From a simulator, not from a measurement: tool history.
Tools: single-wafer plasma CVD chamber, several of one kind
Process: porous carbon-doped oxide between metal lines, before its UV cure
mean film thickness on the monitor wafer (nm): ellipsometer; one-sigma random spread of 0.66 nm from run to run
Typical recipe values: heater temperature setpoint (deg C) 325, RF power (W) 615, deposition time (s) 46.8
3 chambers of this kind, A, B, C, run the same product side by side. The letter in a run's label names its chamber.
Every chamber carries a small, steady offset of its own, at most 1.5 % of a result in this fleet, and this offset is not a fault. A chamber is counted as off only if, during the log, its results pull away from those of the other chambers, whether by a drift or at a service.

run	day	heater temperature setpoint (deg C)	RF power (W)	deposition time (s)	read-back reference wafer on the same gauge, thickness_nm	mean film thickness on the monitor wafer (nm)
1A	0.542	325	615	46.8	290.80	253.32
2B	0.904	325	615	46.8	291.06	253.19
3C	1.312	325	615	46.8	291.12	250.56
4C	1.754	325	615	46.8	290.89	250.82
5B	2.417	325	615	46.8	291.02	252.06
# day 2.575: chamber B: RF generator calibrated
6A	2.938	325	615	46.8	290.97	254.00
7B	3.396	325	615	46.8	290.84	251.99
8A	3.825	325	615	46.8	290.95	253.43
9C	4.138	334	675	46.8	290.73	252.41
10A	4.567	334	675	46.8	290.99	257.80
11C	4.942	334	675	46.8	291.08	252.15
12B	5.504	325	615	46.8	290.78	250.85
13B	5.892	314	615	46.8	291.08	266.44
14C	6.562	314	615	46.8	290.75	263.53
15A	7.092	314	615	46.8	291.00	267.70
# day 7.338: chamber B: thermocouple changed; heater temperature recalibrated
16C	7.608	325	615	46.8	291.01	248.28
17B	7.946	325	615	46.8	290.85	252.83
18A	8.358	325	615	46.8	291.02	254.24
19A	8.938	325	615	46.8	290.99	253.66
20B	9.329	325	615	46.8	290.97	252.62
21C	9.750	325	615	46.8	291.23	246.95
22C	10.404	325	615	46.8	291.10	247.77
23A	10.788	325	615	46.8	290.91	252.79
24B	11.133	325	495	46.8	290.85	218.75
25A	11.746	325	495	46.8	291.05	219.59
26C	12.329	325	495	46.8	291.18	214.53
27B	12.658	325	615	46.8	290.97	252.85
28A	13.096	325	615	46.8	291.05	254.84
29B	13.483	325	615	46.8	290.84	253.06
30C	14.058	325	615	46.8	290.76	246.07
31A	14.512	325	615	46.8	290.98	253.19

For the next run the whole fleet of 3 chambers uses the same settings. Give each chamber's results:
32A	15.008	314	615	46.8		?
32B	15.008	314	615	46.8		?
32C	15.008	314	615	46.8		?

run	mean film thickness on the monitor wafer (nm)
32A	265.80
32B	267.06
32C	260.00

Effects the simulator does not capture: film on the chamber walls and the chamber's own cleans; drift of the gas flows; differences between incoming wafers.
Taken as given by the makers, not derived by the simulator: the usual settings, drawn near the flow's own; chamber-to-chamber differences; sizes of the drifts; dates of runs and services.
